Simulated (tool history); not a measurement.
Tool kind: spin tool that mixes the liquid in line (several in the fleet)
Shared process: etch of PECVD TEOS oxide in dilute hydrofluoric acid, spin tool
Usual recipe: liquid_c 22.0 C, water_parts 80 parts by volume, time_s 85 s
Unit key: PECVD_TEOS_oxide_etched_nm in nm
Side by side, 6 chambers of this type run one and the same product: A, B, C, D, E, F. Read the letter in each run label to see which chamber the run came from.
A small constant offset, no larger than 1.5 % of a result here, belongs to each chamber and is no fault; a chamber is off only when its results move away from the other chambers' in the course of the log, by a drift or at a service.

run	hour	liquid_c	water_parts	time_s	read-back film thickness of the PECVD TEOS oxide reference wafer, read on the same gauge (nm)	PECVD_TEOS_oxide_etched_nm
1E	3.8	22.0	80	85	80.023	21.981
2F	7.4	22.0	80	85	80.032	22.381
3B	11.6	22.0	80	85	80.019	21.954
4D	18.8	22.0	80	85	80.004	22.416
# hour 19.7: chamber E: hydrofluoric acid flow meter replaced
5A	22.5	22.0	80	85	80.013	22.394
6C	29.4	17.5	80	85	80.000	18.292
7C	33.0	17.5	80	85	79.978	18.356
8A	40.6	17.5	80	85	79.995	18.753
9D	44.0	17.5	80	85	80.014	18.403
10E	50.6	17.5	80	85	80.028	18.155
11F	55.3	17.5	80	85	79.982	18.596
12B	62.7	22.0	80	85	80.004	22.253
# hour 63.4: chamber C: hydrofluoric acid flow meter replaced
13F	69.9	22.0	80	85	80.001	22.681
14C	75.7	22.0	80	40	79.989	10.447
15D	83.2	22.0	80	40	79.989	10.624
16E	90.7	22.0	80	40	79.980	10.309
17A	98.3	22.0	80	40	79.996	10.867
18B	104.1	22.0	80	40	79.975	10.558
19F	110.0	22.0	80	40	80.042	10.643
20A	115.0	22.0	80	85	79.998	22.678
21B	122.0	22.0	80	85	80.010	22.191
22D	127.8	22.0	80	85	80.042	21.982
23E	132.3	19.5	80	125	79.974	29.372
24C	137.8	19.5	80	125	79.995	29.826
25F	143.0	19.5	80	125	79.994	30.673
26E	150.0	19.5	80	125	80.008	29.448
27C	153.3	19.5	80	125	80.002	29.161
28B	156.9	19.5	80	125	79.978	29.661
29A	162.8	22.0	80	85	80.001	22.389
30D	169.7	22.0	80	85	79.998	22.527
31F	173.3	22.0	80	85	80.019	22.984
32A	178.9	22.0	80	85	80.012	22.563
33E	184.5	19.0	80	120	79.975	27.517
34B	191.7	19.0	80	120	80.000	27.973
35D	197.4	19.0	80	120	79.982	27.778
36C	203.4	19.0	80	120	79.971	27.589
37C	210.9	19.0	80	120	80.011	27.784
38E	217.5	19.0	80	120	80.024	27.390

Which is it: a chamber that has drifted or been left off by a service, a gauge drift common to all chambers, or only each chamber's usual small offset? If a chamber is off, name it and its likeliest cause.

It is chamber F that slowly wanders off from its peers.
Likeliest cause: hydrofluoric acid flow above the setpoint (%) = 4.69.
It could be hard to tell apart here from: liquid hotter than its thermometer reads (K).

Which of the 4 candidates below, each the usual settings with something changed and its results left as question marks, puts chamber F back in line with what the other chambers give on the usual settings?
Maximum distance from the other chambers' mean on the usual settings for a result to count as in line: PECVD_TEOS_oxide_etched_nm 0.690 nm
39F-1	222.9	22.0	80	90		?
39F-2	222.9	19.5	80	85		?
39F-3	222.9	24.5	80	85		?
39F-4	222.9	20.5	80	85		?

The mean the other chambers reach with the usual settings: PECVD_TEOS_oxide_etched_nm 22.288 nm
run	PECVD_TEOS_oxide_etched_nm
39F-1	25.046
39F-2	21.297
39F-3	26.214
39F-4	22.215
39F-4 is the one that brings the chamber's results back in line with the other chambers.
